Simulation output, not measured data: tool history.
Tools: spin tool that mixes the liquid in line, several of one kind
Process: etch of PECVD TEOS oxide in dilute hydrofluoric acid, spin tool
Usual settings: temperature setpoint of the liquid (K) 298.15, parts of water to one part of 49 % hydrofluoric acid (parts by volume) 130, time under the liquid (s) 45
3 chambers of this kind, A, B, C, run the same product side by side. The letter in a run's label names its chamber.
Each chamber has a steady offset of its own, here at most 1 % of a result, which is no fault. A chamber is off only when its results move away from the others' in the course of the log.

| run | day | temperature setpoint of the liquid (K) | parts of water to one part of 49 % hydrofluoric acid (parts by volume) | time under the liquid (s) | read-back film thickness of the PECVD TEOS oxide reference wafer, read on the same gauge (nm) | thickness taken off the PECVD TEOS oxide on a monitor wafer (Å) |
|---|---|---|---|---|---|---|
| 1C | 0.25 | 298.15 | 130 | 45 | 139.99 | 42.329 |
| 2B | 0.525 | 298.15 | 130 | 45 | 140 | 41.671 |
| 3A | 0.821 | 298.15 | 130 | 45 | 140 | 42.259 |
| 4B | 1.112 | 298.15 | 130 | 45 | 139.99 | 41.827 |
| 5A | 1.279 | 298.15 | 130 | 45 | 140 | 41.304 |
| 6C | 1.45 | 298.15 | 130 | 45 | 140.01 | 42.125 |
| 7A | 1.733 | 298.15 | 130 | 45 | 140.02 | 42.621 |
| 8C | 1.875 | 298.15 | 130 | 45 | 140 | 42.31 |
| 9B | 2.15 | 298.15 | 130 | 25 | 140.01 | 23.236 |
| 10A | 2.304 | 298.15 | 130 | 25 | 140.01 | 23.243 |
| 11B | 2.512 | 298.15 | 130 | 25 | 140 | 23.301 |
| 12C | 2.779 | 298.15 | 130 | 45 | 139.99 | 42.56 |
| 13B | 3.021 | 298.15 | 130 | 45 | 139.97 | 42.071 |
| 14A | 3.183 | 298.15 | 130 | 45 | 140 | 42.078 |
| 15C | 3.35 | 302.65 | 155 | 45 | 140.03 | 41.342 |
| 16B | 3.538 | 302.65 | 155 | 45 | 139.99 | 40.213 |
| 17A | 3.829 | 302.65 | 155 | 45 | 140.03 | 40.254 |
| 18C | 4.004 | 298.15 | 130 | 25 | 139.99 | 24.006 |
| 19C | 4.238 | 298.15 | 130 | 25 | 140 | 23.783 |
| 20A | 4.521 | 298.15 | 130 | 25 | 139.97 | 23.231 |
| 21B | 4.721 | 298.15 | 130 | 45 | 140 | 41.414 |
|  | 4.946 | chamber B: hydrofluoric acid flow meter replaced |
| 22B | 4.946 | 298.15 | 130 | 45 | 140.02 | 41.353 |
| 23A | 5.138 | 298.15 | 130 | 45 | 140 | 41.697 |
| 24C | 5.412 | 298.15 | 130 | 45 | 140.01 | 43.526 |
| 25C | 5.688 | 298.15 | 130 | 45 | 140.01 | 44.083 |
| 26A | 5.888 | 298.15 | 130 | 45 | 139.98 | 41.694 |
| 27B | 6.021 | 298.15 | 130 | 45 | 139.99 | 41.503 |
| 28C | 6.271 | 298.15 | 130 | 45 | 140 | 44.012 |
| 29B | 6.496 | 298.15 | 130 | 45 | 140.01 | 41.532 |
| 30A | 6.658 | 298.15 | 130 | 45 | 140 | 42.199 |
| 31C | 6.808 | 298.15 | 130 | 45 | 139.99 | 44.826 |
| 32A | 7.029 | 298.15 | 155 | 25 | 140 | 19.01 |
| 33B | 7.2 | 298.15 | 155 | 25 | 139.97 | 18.711 |
| 34B | 7.342 | 298.15 | 155 | 25 | 140 | 18.813 |
| 35C | 7.583 | 298.15 | 130 | 45 | 140.01 | 45.245 |
| 36A | 7.875 | 298.15 | 130 | 45 | 140.01 | 42.141 |
| 37A | 8.088 | 298.15 | 130 | 45 | 139.99 | 42.023 |
| 38B | 8.242 | 298.15 | 130 | 45 | 139.98 | 41.65 |
| 39C | 8.483 | 298.15 | 85 | 45 | 140.01 | 72.84 |
| 40B | 8.775 | 298.15 | 85 | 45 | 140.02 | 68.112 |
| 41A | 8.938 | 298.15 | 85 | 45 | 139.99 | 67.209 |
| 42C | 9.225 | 298.15 | 130 | 45 | 140 | 45.517 |

Is one chamber off against the others, does the gauge drift, or is nothing wrong? If a chamber is off, say which, and what the likeliest cause is.

Chamber C drifts away from the others.
Cause: hydrofluoric acid flow above the setpoint (%) = 8.23.
The log may not tell that from: liquid hotter than its thermometer reads (K).

Here are 4 candidates for chamber C's next run, each the usual settings with a change, their results left as question marks. Which one brings its results back in line with what the others give on the usual settings?
In line means no further than this from the other chambers' mean on the usual settings: thickness taken off the PECVD TEOS oxide on a monitor wafer (Å) 0.94
| 43C-1 | 9.442 | 302.65 | 130 | 45 |  | ? |
| 43C-2 | 9.442 | 295.65 | 130 | 45 |  | ? |
| 43C-3 | 9.442 | 298.15 | 130 | 50 |  | ? |
| 43C-4 | 9.442 | 293.65 | 130 | 45 |  | ? |

The other chambers' mean on the usual settings: thickness taken off the PECVD TEOS oxide on a monitor wafer (Å) 41.811
| run | thickness taken off the PECVD TEOS oxide on a monitor wafer (Å) |
|---|---|
| 43C-1 | 54.833 |
| 43C-2 | 41.929 |
| 43C-3 | 51.372 |
| 43C-4 | 38.694 |
43C-2 brings the chamber back in line.
